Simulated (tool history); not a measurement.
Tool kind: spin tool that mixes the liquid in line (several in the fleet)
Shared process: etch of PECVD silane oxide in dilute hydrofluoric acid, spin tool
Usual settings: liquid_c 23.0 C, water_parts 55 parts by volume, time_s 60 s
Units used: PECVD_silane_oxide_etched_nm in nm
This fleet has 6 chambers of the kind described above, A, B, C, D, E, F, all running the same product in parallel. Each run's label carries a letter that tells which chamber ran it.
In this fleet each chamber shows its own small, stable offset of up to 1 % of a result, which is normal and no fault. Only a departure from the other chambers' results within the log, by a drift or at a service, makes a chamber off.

| run | hour | liquid_c | water_parts | time_s | hours since the thermometer was replaced | hours since the hydrofluoric acid flow meter was replaced | read-back film thickness of the PECVD silane oxide reference wafer, read on the same gauge (nm) | PECVD_silane_oxide_etched_nm |
|---|---|---|---|---|---|---|---|---|
| 1F | 8.4 | 23.0 | 55 | 60 | 1018.6 | 1457.5 | 109.96 | 16.761 |
| 2E | 17.1 | 23.0 | 55 | 60 | 376.7 | 1151.0 | 109.99 | 16.545 |
| 3C | 21.9 | 23.0 | 55 | 60 | 330.9 | 398.6 | 110.00 | 16.725 |
| 4B | 28.3 | 23.0 | 55 | 60 | 545.7 | 692.6 | 110.02 | 16.489 |
| 5A | 35.2 | 23.0 | 55 | 60 | 165.8 | 1101.3 | 109.99 | 16.547 |
| 6D | 43.2 | 23.0 | 55 | 60 | 60.9 | 1210.0 | 109.99 | 16.631 |
| 7C | 47.1 | 23.0 | 55 | 60 | 356.1 | 423.8 | 109.99 | 16.742 |
| 8E | 55.0 | 23.0 | 55 | 60 | 414.6 | 1188.9 | 110.01 | 16.458 |
| 9F | 59.5 | 23.0 | 55 | 60 | 1069.7 | 1508.6 | 110.01 | 16.873 |
| 10A | 66.6 | 23.0 | 55 | 60 | 197.2 | 1132.7 | 109.98 | 16.588 |
|  | 68.1 | chamber F: thermometer replaced |
| 11B | 72.6 | 23.0 | 55 | 60 | 590.0 | 736.9 | 109.99 | 16.593 |
| 12D | 80.8 | 23.0 | 55 | 60 | 98.5 | 1247.6 | 110.01 | 16.664 |
| 13E | 88.4 | 23.0 | 55 | 60 | 448.0 | 1222.3 | 110.00 | 16.589 |
| 14D | 96.8 | 23.0 | 55 | 60 | 114.5 | 1263.6 | 110.02 | 16.591 |
| 15F | 103.3 | 23.0 | 55 | 60 | 35.2 | 1552.4 | 110.00 | 16.761 |
| 16C | 110.8 | 23.0 | 55 | 60 | 419.8 | 487.5 | 109.98 | 16.673 |
| 17B | 117.0 | 23.0 | 55 | 60 | 634.4 | 781.3 | 110.01 | 16.674 |
| 18A | 122.0 | 23.0 | 55 | 60 | 252.6 | 1188.1 | 109.97 | 16.538 |
| 19C | 130.7 | 24.5 | 55 | 60 | 439.7 | 507.4 | 110.00 | 17.676 |
| 20F | 136.3 | 24.5 | 55 | 60 | 68.2 | 1585.4 | 109.99 | 17.860 |
| 21D | 145.0 | 24.5 | 55 | 60 | 162.7 | 1311.8 | 110.01 | 17.595 |
|  | 150.2 | chamber F: hydrofluoric acid flow meter replaced |
| 22E | 152.4 | 24.5 | 55 | 60 | 512.0 | 1286.3 | 110.02 | 17.524 |
| 23B | 156.3 | 24.5 | 55 | 60 | 673.7 | 820.6 | 110.02 | 17.922 |
| 24A | 164.6 | 24.5 | 55 | 60 | 295.2 | 1230.7 | 110.02 | 17.664 |
| 25D | 172.9 | 23.0 | 55 | 60 | 190.6 | 1339.7 | 109.99 | 16.631 |
| 26E | 178.1 | 23.0 | 55 | 90 | 537.7 | 1312.0 | 110.00 | 24.771 |
| 27F | 185.3 | 23.0 | 55 | 90 | 117.2 | 35.1 | 110.00 | 25.170 |
| 28B | 191.0 | 23.0 | 55 | 90 | 708.4 | 855.3 | 109.98 | 25.251 |
| 29C | 199.1 | 23.0 | 55 | 90 | 508.1 | 575.8 | 110.01 | 25.142 |
| 30A | 205.1 | 23.0 | 55 | 90 | 335.7 | 1271.2 | 110.01 | 24.747 |
| 31F | 213.7 | 23.0 | 55 | 90 | 145.6 | 63.5 | 109.98 | 25.164 |
| 32D | 222.6 | 26.0 | 55 | 75 | 240.3 | 1389.4 | 109.99 | 23.613 |
| 33E | 231.6 | 26.0 | 55 | 75 | 591.2 | 1365.5 | 110.02 | 23.211 |
| 34C | 240.2 | 26.0 | 55 | 75 | 549.2 | 616.9 | 109.97 | 23.542 |
| 35B | 245.7 | 26.0 | 55 | 75 | 763.1 | 910.0 | 109.99 | 24.127 |
| 36A | 249.7 | 26.0 | 55 | 75 | 380.3 | 1315.8 | 110.04 | 23.495 |
|  | 252.9 | chamber C: hydrofluoric acid flow meter replaced |
| 37E | 255.5 | 26.0 | 55 | 75 | 615.1 | 1389.4 | 110.02 | 23.299 |
| 38F | 263.4 | 23.0 | 55 | 60 | 195.3 | 113.2 | 110.03 | 16.766 |
| 39A | 268.9 | 23.0 | 55 | 60 | 399.5 | 1335.0 | 109.99 | 16.551 |
| 40B | 273.5 | 23.0 | 55 | 60 | 790.9 | 937.8 | 110.03 | 17.201 |
| 41C | 281.9 | 23.0 | 75 | 60 | 590.9 | 29.1 | 110.01 | 11.978 |
| 42D | 289.3 | 23.0 | 75 | 60 | 307.0 | 1456.1 | 110.02 | 11.877 |
| 43A | 296.9 | 23.0 | 75 | 60 | 427.5 | 1363.0 | 109.99 | 11.793 |
| 44F | 303.4 | 23.0 | 75 | 60 | 235.3 | 153.2 | 110.01 | 12.039 |

Read the log: is a single chamber off, either drifting away or since a service, is the gauge that measures every chamber drifting, or is nothing wrong beyond small per-chamber offsets? Name any odd chamber and what most likely caused it.

It is chamber B that slowly wanders off from its peers.
Likeliest cause: liquid hotter than its thermometer reads (K) = 1.1.
Not necessarily distinguishable in this log from: hydrofluoric acid flow above the setpoint (%).

Which of the 4 candidates below, each the usual settings with something changed and its results left as question marks, puts chamber B back in line with what the other chambers give on the usual settings?
In line means no further than this from the other chambers' mean on the usual settings: PECVD_silane_oxide_etched_nm 0.200 nm
| 45B-1 | 309.8 | 22.0 | 55 | 60 |  |  |  | ? |
| 45B-2 | 309.8 | 23.5 | 55 | 60 |  |  |  | ? |
| 45B-3 | 309.8 | 24.0 | 55 | 60 |  |  |  | ? |
| 45B-4 | 309.8 | 22.5 | 55 | 60 |  |  |  | ? |

Average result of the remaining chambers running the usual settings: PECVD_silane_oxide_etched_nm 16.644 nm
| run | PECVD_silane_oxide_etched_nm |
|---|---|
| 45B-1 | 16.642 |
| 45B-2 | 17.713 |
| 45B-3 | 18.084 |
| 45B-4 | 16.995 |
Change 45B-1 lands the chamber within the allowed miss of the other chambers.
